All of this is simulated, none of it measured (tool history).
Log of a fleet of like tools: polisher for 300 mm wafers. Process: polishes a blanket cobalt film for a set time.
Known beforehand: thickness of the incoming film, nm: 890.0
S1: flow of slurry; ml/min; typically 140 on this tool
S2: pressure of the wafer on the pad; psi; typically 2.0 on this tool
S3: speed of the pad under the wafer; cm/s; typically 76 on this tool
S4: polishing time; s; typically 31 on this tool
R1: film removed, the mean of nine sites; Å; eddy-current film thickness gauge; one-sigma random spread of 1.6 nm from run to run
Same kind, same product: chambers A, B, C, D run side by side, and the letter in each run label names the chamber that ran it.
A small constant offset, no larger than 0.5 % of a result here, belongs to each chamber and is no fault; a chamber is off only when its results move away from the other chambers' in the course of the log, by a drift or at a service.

run	hour	S1	S2	S3	S4	R1
1C	2.8	140	2.0	76	31	1197.70
2B	6.1	140	2.0	76	31	1210.80
3A	8.8	140	2.0	76	31	1190.60
4D	13.9	140	2.0	76	31	1203.30
5A	18.3	140	2.0	76	31	1176.70
6C	23.6	140	2.0	76	31	1204.60
# hour 24.4: chamber D: worn pad replaced by a new one
7D	29.4	140	2.0	76	31	1193.30
8B	32.4	140	1.5	76	23	661.59
# hour 34.6: chamber B: worn pad replaced by a new one
9C	36.7	140	1.5	76	23	657.97
# hour 39.2: chamber C: worn pad replaced by a new one
10B	40.3	140	1.5	76	23	681.88
11A	45.8	140	1.5	76	23	669.56
12D	49.0	140	2.0	76	31	1220.50
13C	53.0	155	2.0	76	24	952.70
14B	56.8	155	2.0	76	24	947.38
15A	60.6	155	2.0	76	24	936.08
16D	65.4	155	2.0	76	24	921.76
17A	71.3	140	2.0	76	31	1195.40
# hour 73.8: chamber B: worn pad replaced by a new one
18C	75.5	140	2.0	76	31	1173.60
# hour 78.4: chamber A: worn pad replaced by a new one
19D	79.4	140	2.0	76	31	1152.10
20B	84.9	140	2.0	76	31	1179.80
21D	87.5	140	2.0	76	31	1144.30
22B	92.1	140	2.0	76	31	1197.60
# hour 94.3: chamber D: head pressure recalibrated
23A	94.7	140	2.0	76	31	1220.90
# hour 96.5: chamber C: head pressure recalibrated
24C	97.6	140	2.0	76	31	1166.30
# hour 99.1: chamber D: worn pad replaced by a new one
25C	101.5	165	2.3	76	31	1395.70
26D	107.0	165	2.3	76	31	1346.70
27B	110.6	165	2.3	76	31	1433.60
# hour 111.0: chamber B: worn pad replaced by a new one
28A	115.7	165	2.3	76	31	1412.20
29B	118.5	140	2.0	76	31	1178.80
# hour 119.9: chamber C: worn pad replaced by a new one
30D	122.5	140	2.0	76	31	1100.30
31A	125.2	140	2.0	76	31	1206.60
32C	128.2	140	2.0	76	31	1196.00

Decide between three cases: one chamber stands off from its peers, the gauge reading all wafers drifts, or nothing is wrong past each chamber's small offset. Where a chamber is off, say which and what most likely put it there.

One chamber, D, drifts off from the rest bit by bit.
What lies behind it: slurry flow missing at the pad, % = 31.3.

Here are 4 candidates for chamber D's next run, each the usual settings with a change, their results left as question marks. Which one brings its results back in line with what the others give on the usual settings?
In-line tolerance around the mean of the other chambers on the usual settings: R1 57.00 Å
33D-1	132.5	140	2.1	76	32	?
33D-2	132.5	105	2.0	76	31	?
33D-3	132.5	140	2.1	80	33	?
33D-4	132.5	135	2.0	70	29	?

Other chambers, usual settings, mean: R1 1193.40 Å
run	R1
33D-1	1196.40
33D-2	1013.70
33D-3	1298.50
33D-4	941.62
The right change is 33D-1: it brings the chamber back within the allowed miss of the others.
